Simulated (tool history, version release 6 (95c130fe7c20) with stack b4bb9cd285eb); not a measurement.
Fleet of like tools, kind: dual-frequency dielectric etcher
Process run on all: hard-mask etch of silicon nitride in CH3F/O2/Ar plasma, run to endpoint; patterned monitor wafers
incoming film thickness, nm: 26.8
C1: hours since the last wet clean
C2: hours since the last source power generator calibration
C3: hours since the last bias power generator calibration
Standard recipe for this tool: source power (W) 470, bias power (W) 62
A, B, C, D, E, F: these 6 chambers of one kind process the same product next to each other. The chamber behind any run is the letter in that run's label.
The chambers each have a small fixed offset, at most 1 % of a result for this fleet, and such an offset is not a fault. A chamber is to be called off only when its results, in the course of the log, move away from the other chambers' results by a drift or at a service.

Run 1D, hour 7.1: usual settings; C1 138.1; C2 337.4; C3 2264.8. Result: endpoint time (s) 37.984.
Run 2C, hour 12.3: usual settings; C1 186.8; C2 2582.3; C3 296.3. Result: endpoint time (s) 38.244.
Run 3F, hour 20.9: usual settings; C1 80.7; C2 22.5; C3 1233.4. Result: endpoint time (s) 38.656.
Run 4E, hour 25.2: usual settings; C1 413.5; C2 1094.8; C3 2422.3. Result: endpoint time (s) 37.709.
Run 5A, hour 31.5: usual settings; C1 202.7; C2 484.6; C3 1538.2. Result: endpoint time (s) 38.491.
At hour 33.8: chamber E: wet clean of the chamber.
Run 6B, hour 37.1: usual settings; C1 383.4; C2 1458.6; C3 2007.2. Result: endpoint time (s) 38.288.
Run 7D, hour 45.9: usual settings; C1 176.9; C2 376.2; C3 2303.6. Result: endpoint time (s) 38.263.
Run 8E, hour 52.3: usual settings but source power (W) 400, bias power (W) 72; C1 18.6; C2 1121.9; C3 2449.4. Result: endpoint time (s) 38.626.
Run 9C, hour 61.2: usual settings but source power (W) 400, bias power (W) 72; C1 235.7; C2 2631.2; C3 345.2. Result: endpoint time (s) 38.578.
At hour 66.1: chamber B: wet clean of the chamber.
Run 10B, hour 66.9: usual settings but source power (W) 400, bias power (W) 72; C1 0.8; C2 1488.4; C3 2037. Result: endpoint time (s) 38.57.
Run 11A, hour 72.8: usual settings but source power (W) 400, bias power (W) 72; C1 244; C2 525.9; C3 1579.5. Result: endpoint time (s) 38.646.
Run 12F, hour 80.3: usual settings but source power (W) 400, bias power (W) 72; C1 140.1; C2 81.9; C3 1292.8. Result: endpoint time (s) 38.505.
Run 13A, hour 87: usual settings but source power (W) 400, bias power (W) 72; C1 258.2; C2 540.1; C3 1593.7. Result: endpoint time (s) 38.802.
Run 14E, hour 93: usual settings; C1 59.3; C2 1162.6; C3 2490.1. Result: endpoint time (s) 38.073.
Run 15F, hour 99.6: usual settings; C1 159.4; C2 101.2; C3 1312.1. Result: endpoint time (s) 38.247.
Run 16D, hour 104.2: usual settings; C1 235.2; C2 434.5; C3 2361.9. Result: endpoint time (s) 38.191.
Run 17C, hour 113.4: usual settings; C1 287.9; C2 2683.4; C3 397.4. Result: endpoint time (s) 38.022.
Run 18B, hour 122.7: usual settings; C1 56.6; C2 1544.2; C3 2092.8. Result: endpoint time (s) 38.654.
Run 19A, hour 131.9: usual settings; C1 303.1; C2 585; C3 1638.6. Result: endpoint time (s) 38.401.
Run 20D, hour 138.5: usual settings; C1 269.5; C2 468.8; C3 2396.2. Result: endpoint time (s) 37.875.
Run 21C, hour 144.5: usual settings; C1 319; C2 2714.5; C3 428.5. Result: endpoint time (s) 37.804.
Run 22F, hour 149.3: usual settings but source power (W) 510, bias power (W) 51; C1 209.1; C2 150.9; C3 1361.8. Result: endpoint time (s) 39.734.
Run 23B, hour 154.3: usual settings but source power (W) 510, bias power (W) 51; C1 88.2; C2 1575.8; C3 2124.4. Result: endpoint time (s) 39.642.
Run 24E, hour 158.8: usual settings but source power (W) 510, bias power (W) 51; C1 125.1; C2 1228.4; C3 2555.9. Result: endpoint time (s) 39.351.
Run 25B, hour 166: usual settings but source power (W) 510, bias power (W) 51; C1 99.9; C2 1587.5; C3 2136.1. Result: endpoint time (s) 39.597.
Run 26A, hour 174.1: usual settings but source power (W) 510, bias power (W) 51; C1 345.3; C2 627.2; C3 1680.8. Result: endpoint time (s) 39.182.
Run 27C, hour 180.8: usual settings but source power (W) 510, bias power (W) 51; C1 355.3; C2 2750.8; C3 464.8. Result: endpoint time (s) 38.603.
Run 28D, hour 187.7: usual settings but source power (W) 550, bias power (W) 49; C1 318.7; C2 518; C3 2445.4. Result: endpoint time (s) 38.249.
Run 29F, hour 193.8: usual settings but source power (W) 550, bias power (W) 49; C1 253.6; C2 195.4; C3 1406.3. Result: endpoint time (s) 38.914.
Run 30E, hour 198.3: usual settings but source power (W) 550, bias power (W) 49; C1 164.6; C2 1267.9; C3 2595.4. Result: endpoint time (s) 38.071.
Run 31F, hour 206.6: usual settings but source power (W) 550, bias power (W) 49; C1 266.4; C2 208.2; C3 1419.1. Result: endpoint time (s) 38.654.
Run 32B, hour 215.3: usual settings but source power (W) 550, bias power (W) 49; C1 149.2; C2 1636.8; C3 2185.4. Result: endpoint time (s) 38.728.
Run 33E, hour 219.5: usual settings but source power (W) 550, bias power (W) 49; C1 185.8; C2 1289.1; C3 2616.6. Result: endpoint time (s) 38.354.
Run 34D, hour 228.6: usual settings; C1 359.6; C2 558.9; C3 2486.3. Result: endpoint time (s) 38.094.
Run 35C, hour 238.3: usual settings; C1 412.8; C2 2808.3; C3 522.3. Result: endpoint time (s) 37.3.
At hour 242.2: chamber A: wet clean of the chamber.
Run 36A, hour 243: usual settings but source power (W) 560, bias power (W) 68; C1 0.8; C2 696.1; C3 1749.7. Result: endpoint time (s) 34.73.
Run 37F, hour 251.5: usual settings but source power (W) 560, bias power (W) 68; C1 311.3; C2 253.1; C3 1464. Result: endpoint time (s) 34.851.
Run 38A, hour 260.8: usual settings but source power (W) 560, bias power (W) 68; C1 18.6; C2 713.9; C3 1767.5. Result: endpoint time (s) 34.858.
Run 39B, hour 268.8: usual settings but source power (W) 560, bias power (W) 68; C1 202.7; C2 1690.3; C3 2238.9. Result: endpoint time (s) 34.965.
Run 40D, hour 274: usual settings but source power (W) 560, bias power (W) 68; C1 405; C2 604.3; C3 2531.7. Result: endpoint time (s) 34.501.
Run 41E, hour 278.4: usual settings but source power (W) 560, bias power (W) 68; C1 244.7; C2 1348; C3 2675.5. Result: endpoint time (s) 34.643.
Run 42C, hour 283: usual settings; C1 457.5; C2 2853; C3 567. Result: endpoint time (s) 36.692.
Run 43C, hour 288.8: usual settings; C1 463.3; C2 2858.8; C3 572.8. Result: endpoint time (s) 36.666.
Run 44B, hour 296: usual settings; C1 229.9; C2 1717.5; C3 2266.1. Result: endpoint time (s) 38.168.

Next, all 6 chambers run the settings below, one line each with question marks for the results. What does each chamber give?
Run 45A, hour 303: usual settings but bias power (W) 47. Result: endpoint time (s) ?.
Run 45B, hour 303: usual settings but bias power (W) 47. Result: endpoint time (s) ?.
Run 45C, hour 303: usual settings but bias power (W) 47. Result: endpoint time (s) ?.
Run 45D, hour 303: usual settings but bias power (W) 47. Result: endpoint time (s) ?.
Run 45E, hour 303: usual settings but bias power (W) 47. Result: endpoint time (s) ?.
Run 45F, hour 303: usual settings but bias power (W) 47. Result: endpoint time (s) ?.

run  endpoint time (s)
45A             41.626
45B             41.816
45C             39.715
45D             41.568
45E             41.713
45F             41.531
